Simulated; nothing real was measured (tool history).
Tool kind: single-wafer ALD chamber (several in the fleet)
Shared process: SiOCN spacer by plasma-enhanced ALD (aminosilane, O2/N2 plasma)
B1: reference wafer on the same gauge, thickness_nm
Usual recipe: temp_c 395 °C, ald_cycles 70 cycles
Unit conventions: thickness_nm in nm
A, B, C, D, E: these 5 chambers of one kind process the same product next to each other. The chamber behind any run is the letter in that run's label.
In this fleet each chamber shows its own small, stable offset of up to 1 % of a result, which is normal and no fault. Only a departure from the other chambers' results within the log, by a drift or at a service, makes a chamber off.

{"run": "1C", "hour": 2.9, "temp_c": 395, "ald_cycles": 70, "B1": 3.8294, "thickness_nm": 4.2002}
{"run": "2A", "hour": 6.7, "temp_c": 395, "ald_cycles": 70, "B1": 3.8292, "thickness_nm": 4.2283}
{"run": "3E", "hour": 10.7, "temp_c": 395, "ald_cycles": 70, "B1": 3.8281, "thickness_nm": 4.1966}
{"run": "4B", "hour": 13.3, "temp_c": 395, "ald_cycles": 70, "B1": 3.8282, "thickness_nm": 4.2168}
{"run": "5D", "hour": 16.3, "temp_c": 395, "ald_cycles": 70, "B1": 3.8285, "thickness_nm": 4.2133}
{"run": "6A", "hour": 18.7, "temp_c": 395, "ald_cycles": 70, "B1": 3.8263, "thickness_nm": 4.23}
{"run": "7D", "hour": 21.8, "temp_c": 383, "ald_cycles": 65, "B1": 3.8269, "thickness_nm": 3.9158}
{"run": "8E", "hour": 24.2, "temp_c": 383, "ald_cycles": 65, "B1": 3.825, "thickness_nm": 3.882}
{"run": "9C", "hour": 26.4, "temp_c": 383, "ald_cycles": 65, "B1": 3.8254, "thickness_nm": 3.9036}
{"run": "10B", "hour": 29.9, "temp_c": 383, "ald_cycles": 65, "B1": 3.8248, "thickness_nm": 3.9129}
{"run": "11B", "hour": 33.2, "temp_c": 383, "ald_cycles": 65, "B1": 3.824, "thickness_nm": 3.9032}
{"run": "12D", "hour": 37.4, "temp_c": 395, "ald_cycles": 70, "B1": 3.8234, "thickness_nm": 4.2013}
{"run": "13E", "hour": 40.2, "temp_c": 395, "ald_cycles": 70, "B1": 3.8236, "thickness_nm": 4.182}
{"run": "14A", "hour": 43.6, "temp_c": 395, "ald_cycles": 70, "B1": 3.8235, "thickness_nm": 4.218}
{"run": "15C", "hour": 47.4, "temp_c": 395, "ald_cycles": 70, "B1": 3.8234, "thickness_nm": 4.2011}
{"run": "16A", "hour": 50.2, "temp_c": 395, "ald_cycles": 70, "B1": 3.8217, "thickness_nm": 4.2143}
{"run": "17E", "hour": 52.4, "temp_c": 395, "ald_cycles": 70, "B1": 3.821, "thickness_nm": 4.1883}
{"run": "18C", "hour": 54.3, "temp_c": 381, "ald_cycles": 70, "B1": 3.8214, "thickness_nm": 4.1911}
{"run": "19D", "hour": 57.1, "temp_c": 381, "ald_cycles": 70, "B1": 3.8218, "thickness_nm": 4.2193}
{"run": "20B", "hour": 59.3, "temp_c": 381, "ald_cycles": 70, "B1": 3.821, "thickness_nm": 4.2049}
{"run": "21A", "hour": 62.2, "temp_c": 381, "ald_cycles": 70, "B1": 3.8198, "thickness_nm": 4.2184}
{"run": "22D", "hour": 64.8, "temp_c": 381, "ald_cycles": 70, "B1": 3.8192, "thickness_nm": 4.2091}
{"run": "23B", "hour": 68.9, "temp_c": 395, "ald_cycles": 70, "B1": 3.8186, "thickness_nm": 4.203}
{"run": "24C", "hour": 72.6, "temp_c": 395, "ald_cycles": 70, "B1": 3.8174, "thickness_nm": 4.1868}
{"run": "25E", "hour": 75.5, "temp_c": 395, "ald_cycles": 70, "B1": 3.8164, "thickness_nm": 4.1833}
{"run": "26A", "hour": 77.4, "temp_c": 395, "ald_cycles": 70, "B1": 3.8176, "thickness_nm": 4.2203}
{"run": "27E", "hour": 80.8, "temp_c": 395, "ald_cycles": 70, "B1": 3.8166, "thickness_nm": 4.186}
{"run": "28B", "hour": 83.8, "temp_c": 395, "ald_cycles": 70, "B1": 3.816, "thickness_nm": 4.2009}
{"run": "29D", "hour": 86.5, "temp_c": 395, "ald_cycles": 70, "B1": 3.8148, "thickness_nm": 4.2045}
{"run": "30C", "hour": 90.2, "temp_c": 401, "ald_cycles": 77, "B1": 3.8154, "thickness_nm": 4.5904}
{"run": "31C", "hour": 93.1, "temp_c": 401, "ald_cycles": 77, "B1": 3.8144, "thickness_nm": 4.5919}
{"run": "32E", "hour": 95.2, "temp_c": 401, "ald_cycles": 77, "B1": 3.8137, "thickness_nm": 4.5482}
{"run": "33D", "hour": 97.9, "temp_c": 401, "ald_cycles": 77, "B1": 3.8129, "thickness_nm": 4.5587}
{"run": "34B", "hour": 100.9, "temp_c": 401, "ald_cycles": 77, "B1": 3.8124, "thickness_nm": 4.5709}
{"run": "35A", "hour": 103.8, "temp_c": 395, "ald_cycles": 70, "B1": 3.8136, "thickness_nm": 4.2073}
{"run": "36D", "hour": 106.2, "temp_c": 406, "ald_cycles": 78, "B1": 3.8136, "thickness_nm": 4.5506}

The same settings go to every chamber for the next run, one line per chamber below. Forecast the results for each:
{"run": "37A", "hour": 109.2, "temp_c": 395, "ald_cycles": 70, "thickness_nm": "?"}
{"run": "37B", "hour": 109.2, "temp_c": 395, "ald_cycles": 70, "thickness_nm": "?"}
{"run": "37C", "hour": 109.2, "temp_c": 395, "ald_cycles": 70, "thickness_nm": "?"}
{"run": "37D", "hour": 109.2, "temp_c": 395, "ald_cycles": 70, "thickness_nm": "?"}
{"run": "37E", "hour": 109.2, "temp_c": 395, "ald_cycles": 70, "thickness_nm": "?"}

run=37A thickness_nm=4.2094
run=37B thickness_nm=4.1965
run=37C thickness_nm=4.1844
run=37D thickness_nm=4.2038
run=37E thickness_nm=4.1711
